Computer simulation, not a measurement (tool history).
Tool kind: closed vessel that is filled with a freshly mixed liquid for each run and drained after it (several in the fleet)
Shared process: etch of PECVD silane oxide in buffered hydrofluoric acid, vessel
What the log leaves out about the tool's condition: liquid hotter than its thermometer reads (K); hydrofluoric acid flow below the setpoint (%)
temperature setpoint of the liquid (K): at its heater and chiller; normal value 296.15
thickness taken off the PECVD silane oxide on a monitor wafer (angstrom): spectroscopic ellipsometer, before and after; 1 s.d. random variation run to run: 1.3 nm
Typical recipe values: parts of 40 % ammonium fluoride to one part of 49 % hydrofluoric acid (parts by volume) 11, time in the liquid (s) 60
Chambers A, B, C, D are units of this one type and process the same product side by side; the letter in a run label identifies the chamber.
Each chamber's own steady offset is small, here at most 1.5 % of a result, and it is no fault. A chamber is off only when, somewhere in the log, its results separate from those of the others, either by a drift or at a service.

run,hour,temperature setpoint of the liquid (K),parts of 40 % ammonium fluoride to one part of 49 % hydrofluoric acid (parts by volume),time in the liquid (s),hours since the thermometer was replaced,hours since the hydrofluoric acid flow meter was replaced,"read-back film thickness of the PECVD silane oxide reference wafer, read on the same gauge (nm)",thickness taken off the PECVD silane oxide on a monitor wafer (angstrom)
1A,8.8,296.15,11,60,569.4,1164.5,139.98,1794.9
2D,15,296.15,11,60,569.4,803.4,139.98,1808.2
3B,24.9,296.15,11,60,712.8,309.4,140.01,1769.1
4C,35.1,296.15,11,60,2253.2,209.3,140.01,1764.2
5A,43.6,296.15,11,60,604.2,1199.3,139.99,1796.1
6B,52.6,296.15,8,35,740.5,337.1,140.01,1362
7C,58.6,296.15,8,35,2276.7,232.8,140.02,1379.4
8D,65.9,296.15,8,35,620.3,854.3,139.98,1385.2
9C,74.1,296.15,8,35,2292.2,248.3,140,1387.3
10A,80.7,296.15,11,60,641.3,1236.4,139.99,1784.6
11D,90.2,296.15,11,60,644.6,878.6,139.97,1788.9
12B,96.6,296.15,11,60,784.5,381.1,140,1778.1
13A,106.6,296.15,11,60,667.2,1262.3,140,1755.3
14D,115.8,296.15,11,60,670.2,904.2,140.01,1776.2
15B,123.4,296.15,11,60,811.3,407.9,140,1766.2
16C,128.2,296.15,11,60,2346.3,302.4,139.96,1785.5
17A,135.9,296.15,11,60,696.5,1291.6,139.99,1744.3
18D,141.6,296.15,11,60,696,930,139.98,1798.2
19C,149.5,296.15,11,60,2367.6,323.7,140,1767.3
20B,159,296.15,11,60,846.9,443.5,139.99,1782.4
21D,165.8,294.65,11,60,720.2,954.2,139.99,1632.1
22C,174.8,294.65,11,60,2392.9,349,140.01,1628.9
23B,179.6,294.65,11,60,867.5,464.1,139.97,1636.3
24A,184.6,294.65,11,60,745.2,1340.3,139.99,1563.4
25D,192.8,296.15,11,60,747.2,981.2,140.01,1806.4
26B,197.5,296.15,11,60,885.4,482,140.03,1754.4
27C,207.3,296.15,11,60,2425.4,381.5,140,1763
28A,217.1,296.15,11,45,777.7,1372.8,140.01,1238.6
29A,222.4,296.15,11,45,783,1378.1,139.98,1247
30C,232.1,296.15,11,45,2450.2,406.3,139.99,1333.7
31D,236.6,296.15,11,45,791,1025,140.01,1333.6
32B,241.8,296.15,11,60,929.7,526.3,140,1778
33A,246.3,296.15,11,60,806.9,1402,139.99,1632.1

What goes on in this fleet: one chamber off, a drifting gauge, or nothing beyond the chambers' own small offsets? Name the chamber and the cause, if any.

Chamber A drifts away from the others.
Most likely cause: hydrofluoric acid flow below the setpoint (%) = 10.2.
Not necessarily distinguishable in this log from: liquid colder than its thermometer reads (K).

Here are 4 candidates for chamber A's next run, each the usual settings with a change, their results left as question marks. Which one brings its results back in line with what the others give on the usual settings?
In line here means within this much of the mean the other chambers give on the usual settings: thickness taken off the PECVD silane oxide on a monitor wafer (angstrom) 45
34A-1,253.8,296.15,11.5,60,,,,?
34A-2,253.8,296.15,10.5,60,,,,?
34A-3,253.8,296.15,12,60,,,,?
34A-4,253.8,296.15,11,65,,,,?

The mean the other chambers reach with the usual settings: thickness taken off the PECVD silane oxide on a monitor wafer (angstrom) 1780.8
run,thickness taken off the PECVD silane oxide on a monitor wafer (angstrom)
34A-1,1565
34A-2,1711.1
34A-3,1501
34A-4,1771.1
Change 34A-4 lands the chamber within the allowed miss of the other chambers.
